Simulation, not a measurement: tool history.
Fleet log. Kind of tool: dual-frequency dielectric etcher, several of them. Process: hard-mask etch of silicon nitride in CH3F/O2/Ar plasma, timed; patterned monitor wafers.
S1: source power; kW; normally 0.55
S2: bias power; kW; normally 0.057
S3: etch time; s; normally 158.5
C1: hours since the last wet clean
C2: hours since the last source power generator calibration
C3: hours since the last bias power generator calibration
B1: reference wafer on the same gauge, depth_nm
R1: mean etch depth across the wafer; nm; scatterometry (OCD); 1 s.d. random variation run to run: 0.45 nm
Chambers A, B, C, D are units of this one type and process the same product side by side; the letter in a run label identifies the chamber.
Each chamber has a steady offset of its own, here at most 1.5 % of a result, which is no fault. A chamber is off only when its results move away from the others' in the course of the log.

run 1D hour=14.1 | S1=0.55 S2=0.057 S3=158.5 | C1=326.4 C2=1370.5 C3=1451.8 | B1=130.08 | R1=116.32
-- hour=14.2 chamber D: wet clean of the chamber
run 2C hour=21.2 | S1=0.55 S2=0.057 S3=158.5 | C1=248 C2=1441.2 C3=4055.5 | B1=130.07 | R1=114.79
run 3A hour=27.4 | S1=0.55 S2=0.057 S3=158.5 | C1=209.9 C2=3735.7 C3=1408.6 | B1=130.11 | R1=115.79
run 4B hour=40.3 | S1=0.55 S2=0.057 S3=158.5 | C1=348.3 C2=1514.6 C3=3525.9 | B1=129.97 | R1=116.43
run 5D hour=52.5 | S1=0.55 S2=0.057 S3=158.5 | C1=38.4 C2=1408.9 C3=1490.2 | B1=130 | R1=117.22
run 6C hour=60.6 | S1=0.55 S2=0.057 S3=158.5 | C1=287.4 C2=1480.6 C3=4094.9 | B1=130.04 | R1=114.86
run 7B hour=68.4 | S1=0.55 S2=0.057 S3=158.5 | C1=376.4 C2=1542.7 C3=3554 | B1=129.96 | R1=115.67
run 8A hour=81 | S1=0.55 S2=0.049 S3=126.5 | C1=263.5 C2=3789.3 C3=1462.2 | B1=129.98 | R1=88.562
run 9A hour=91 | S1=0.55 S2=0.049 S3=126.5 | C1=273.5 C2=3799.3 C3=1472.2 | B1=130.02 | R1=88.743
run 10B hour=103.5 | S1=0.55 S2=0.049 S3=126.5 | C1=411.5 C2=1577.8 C3=3589.1 | B1=129.95 | R1=88.419
run 11D hour=114.9 | S1=0.55 S2=0.049 S3=126.5 | C1=100.8 C2=1471.3 C3=1552.6 | B1=129.94 | R1=88.905
run 12C hour=124.5 | S1=0.55 S2=0.057 S3=158.5 | C1=351.3 C2=1544.5 C3=4158.8 | B1=130.08 | R1=114.65
run 13B hour=133 | S1=0.55 S2=0.057 S3=158.5 | C1=441 C2=1607.3 C3=3618.6 | B1=130.01 | R1=115.61
run 14D hour=140.3 | S1=0.55 S2=0.057 S3=158.5 | C1=126.2 C2=1496.7 C3=1578 | B1=130.03 | R1=116.87
run 15C hour=152.8 | S1=0.55 S2=0.057 S3=158.5 | C1=379.6 C2=1572.8 C3=4187.1 | B1=129.95 | R1=114.94
run 16A hour=162.1 | S1=0.55 S2=0.057 S3=158.5 | C1=344.6 C2=3870.4 C3=1543.3 | B1=129.9 | R1=117.01
run 17A hour=172.5 | S1=0.55 S2=0.057 S3=158.5 | C1=355 C2=3880.8 C3=1553.7 | B1=129.98 | R1=116.47
-- hour=185.2 chamber C: bias power generator calibrated
run 18C hour=186.7 | S1=0.55 S2=0.057 S3=158.5 | C1=413.5 C2=1606.7 C3=1.5 | B1=129.97 | R1=114.58
run 19B hour=195.9 | S1=0.55 S2=0.057 S3=158.5 | C1=503.9 C2=1670.2 C3=3681.5 | B1=130.02 | R1=116.35
run 20D hour=205.1 | S1=0.42 S2=0.057 S3=186.5 | C1=191 C2=1561.5 C3=1642.8 | B1=130.01 | R1=123.87
run 21D hour=214.2 | S1=0.42 S2=0.057 S3=186.5 | C1=200.1 C2=1570.6 C3=1651.9 | B1=129.9 | R1=123.61
-- hour=217.4 chamber A: wet clean of the chamber
run 22B hour=220.5 | S1=0.42 S2=0.057 S3=186.5 | C1=528.5 C2=1694.8 C3=3706.1 | B1=130.07 | R1=123.33
run 23A hour=232.7 | S1=0.42 S2=0.057 S3=186.5 | C1=15.3 C2=3941 C3=1613.9 | B1=129.97 | R1=123.63
run 24C hour=243.9 | S1=0.55 S2=0.057 S3=158.5 | C1=470.7 C2=1663.9 C3=58.7 | B1=129.93 | R1=114.79
run 25C hour=253.5 | S1=0.55 S2=0.057 S3=158.5 | C1=480.3 C2=1673.5 C3=68.3 | B1=130.01 | R1=114.61
-- hour=254.4 chamber D: source power generator calibrated
-- hour=255 chamber C: wet clean of the chamber
-- hour=260.2 chamber B: wet clean of the chamber
run 26B hour=261.2 | S1=0.55 S2=0.057 S3=158.5 | C1=1 C2=1735.5 C3=3746.8 | B1=130 | R1=116.88
run 27A hour=274.9 | S1=0.67 S2=0.057 S3=191 | C1=57.5 C2=3983.2 C3=1656.1 | B1=130.04 | R1=151.94
run 28D hour=286.5 | S1=0.67 S2=0.057 S3=191 | C1=272.4 C2=32.1 C3=1724.2 | B1=130.04 | R1=151.47
run 29A hour=294.5 | S1=0.67 S2=0.057 S3=191 | C1=77.1 C2=4002.8 C3=1675.7 | B1=129.97 | R1=151.52
-- hour=302.1 chamber C: source power generator calibrated
run 30D hour=304.1 | S1=0.67 S2=0.057 S3=191 | C1=290 C2=49.7 C3=1741.8 | B1=130.09 | R1=151.37
run 31C hour=313.3 | S1=0.55 S2=0.057 S3=158.5 | C1=58.4 C2=11.3 C3=128.1 | B1=129.83 | R1=114.44
run 32B hour=322.7 | S1=0.55 S2=0.057 S3=158.5 | C1=62.5 C2=1797 C3=3808.3 | B1=129.99 | R1=115.88
run 33B hour=329.7 | S1=0.55 S2=0.057 S3=158.5 | C1=69.5 C2=1804 C3=3815.3 | B1=130.11 | R1=116.79
run 34D hour=338 | S1=0.45 S2=0.069 S3=158.5 | C1=323.9 C2=83.6 C3=1775.7 | B1=129.94 | R1=114.51
run 35A hour=349.9 | S1=0.45 S2=0.069 S3=158.5 | C1=132.5 C2=4058.2 C3=1731.1 | B1=129.98 | R1=115.2
run 36C hour=358.5 | S1=0.45 S2=0.069 S3=158.5 | C1=103.6 C2=56.5 C3=173.3 | B1=129.92 | R1=112.82

All chambers now run identical settings, listed one chamber a line with results as question marks. What results will each chamber show?
run 37A hour=368.8 | S1=0.55 S2=0.057 S3=158.5 | R1=?
run 37B hour=368.8 | S1=0.55 S2=0.057 S3=158.5 | R1=?
run 37C hour=368.8 | S1=0.55 S2=0.057 S3=158.5 | R1=?
run 37D hour=368.8 | S1=0.55 S2=0.057 S3=158.5 | R1=?

run=37A R1=115.75
run=37B R1=115.6
run=37C R1=114.62
run=37D R1=116.67

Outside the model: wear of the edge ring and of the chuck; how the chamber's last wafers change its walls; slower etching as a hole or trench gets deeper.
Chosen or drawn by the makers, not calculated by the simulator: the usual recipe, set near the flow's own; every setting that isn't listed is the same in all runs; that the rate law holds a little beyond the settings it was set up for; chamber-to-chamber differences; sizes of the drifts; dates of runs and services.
